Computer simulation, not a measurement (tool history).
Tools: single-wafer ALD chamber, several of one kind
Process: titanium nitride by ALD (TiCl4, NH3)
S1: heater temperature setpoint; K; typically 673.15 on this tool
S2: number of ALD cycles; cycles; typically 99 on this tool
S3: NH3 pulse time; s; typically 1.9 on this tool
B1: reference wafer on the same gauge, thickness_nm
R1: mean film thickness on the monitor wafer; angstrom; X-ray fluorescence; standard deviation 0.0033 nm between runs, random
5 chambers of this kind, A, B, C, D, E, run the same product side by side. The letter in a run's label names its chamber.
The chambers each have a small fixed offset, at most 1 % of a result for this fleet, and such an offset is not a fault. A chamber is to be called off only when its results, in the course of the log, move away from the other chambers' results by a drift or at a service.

run 1D hour=6.4 | S1=673.15 S2=99 S3=1.9 | B1=1.7493 | R1=21.634
run 2B hour=11.5 | S1=673.15 S2=99 S3=1.9 | B1=1.7495 | R1=21.833
run 3E hour=14.9 | S1=673.15 S2=99 S3=1.9 | B1=1.7482 | R1=21.797
run 4A hour=19.4 | S1=673.15 S2=99 S3=1.9 | B1=1.7488 | R1=21.736
run 5C hour=23.0 | S1=673.15 S2=99 S3=1.9 | B1=1.7493 | R1=21.776
-- hour=23.9 chamber B: thermocouple changed; heater temperature recalibrated
run 6B hour=27.1 | S1=673.15 S2=99 S3=1.9 | B1=1.7483 | R1=21.856
run 7D hour=33.1 | S1=673.15 S2=99 S3=1.9 | B1=1.7478 | R1=21.581
run 8C hour=37.4 | S1=673.15 S2=99 S3=1.9 | B1=1.7472 | R1=21.810
run 9E hour=43.3 | S1=673.15 S2=99 S3=1.9 | B1=1.7472 | R1=21.743
run 10A hour=47.8 | S1=673.15 S2=99 S3=1.9 | B1=1.7473 | R1=21.720
run 11B hour=54.2 | S1=673.15 S2=99 S3=1.9 | B1=1.7469 | R1=21.775
run 12C hour=58.7 | S1=664.15 S2=99 S3=1.9 | B1=1.7459 | R1=21.598
run 13A hour=65.7 | S1=664.15 S2=99 S3=1.9 | B1=1.7461 | R1=21.466
-- hour=66.4 chamber E: thermocouple changed; heater temperature recalibrated
run 14D hour=69.6 | S1=664.15 S2=99 S3=1.9 | B1=1.7459 | R1=21.424
run 15E hour=76.3 | S1=664.15 S2=99 S3=1.9 | B1=1.7448 | R1=21.536
run 16E hour=82.5 | S1=664.15 S2=99 S3=1.9 | B1=1.7448 | R1=21.507
run 17C hour=87.5 | S1=673.15 S2=99 S3=1.9 | B1=1.7443 | R1=21.677
run 18B hour=93.4 | S1=673.15 S2=99 S3=1.9 | B1=1.7444 | R1=21.779
run 19A hour=99.0 | S1=673.15 S2=99 S3=1.9 | B1=1.7443 | R1=21.714
run 20D hour=103.3 | S1=673.15 S2=99 S3=1.9 | B1=1.7441 | R1=21.553
run 21D hour=109.4 | S1=673.15 S2=99 S3=1.9 | B1=1.7430 | R1=21.616
run 22C hour=114.8 | S1=666.15 S2=99 S3=1.5 | B1=1.7433 | R1=21.324
run 23E hour=118.8 | S1=666.15 S2=99 S3=1.5 | B1=1.7421 | R1=21.338
run 24A hour=123.9 | S1=666.15 S2=99 S3=1.5 | B1=1.7424 | R1=21.254
run 25B hour=128.1 | S1=666.15 S2=99 S3=1.5 | B1=1.7429 | R1=21.382
run 26C hour=133.8 | S1=666.15 S2=99 S3=1.5 | B1=1.7419 | R1=21.313
run 27A hour=139.7 | S1=673.15 S2=99 S3=1.9 | B1=1.7412 | R1=21.628
run 28E hour=143.5 | S1=684.15 S2=99 S3=1.9 | B1=1.7404 | R1=21.778
run 29B hour=149.9 | S1=684.15 S2=99 S3=1.9 | B1=1.7410 | R1=21.775
run 30D hour=155.6 | S1=684.15 S2=99 S3=1.9 | B1=1.7405 | R1=21.605
run 31E hour=162.0 | S1=684.15 S2=99 S3=1.9 | B1=1.7394 | R1=21.722
run 32B hour=166.6 | S1=684.15 S2=99 S3=1.9 | B1=1.7401 | R1=21.798
run 33D hour=170.8 | S1=673.15 S2=99 S3=1.9 | B1=1.7403 | R1=21.533
run 34A hour=174.5 | S1=673.15 S2=99 S3=1.9 | B1=1.7395 | R1=21.585

Is one chamber off against the others, does the gauge drift, or is nothing wrong? If a chamber is off, say which, and what the likeliest cause is.

None of the chambers is off. What moves is the gauge, dragging all their readings along together.
What lies behind it: gauge reads low (%) = 0.629.
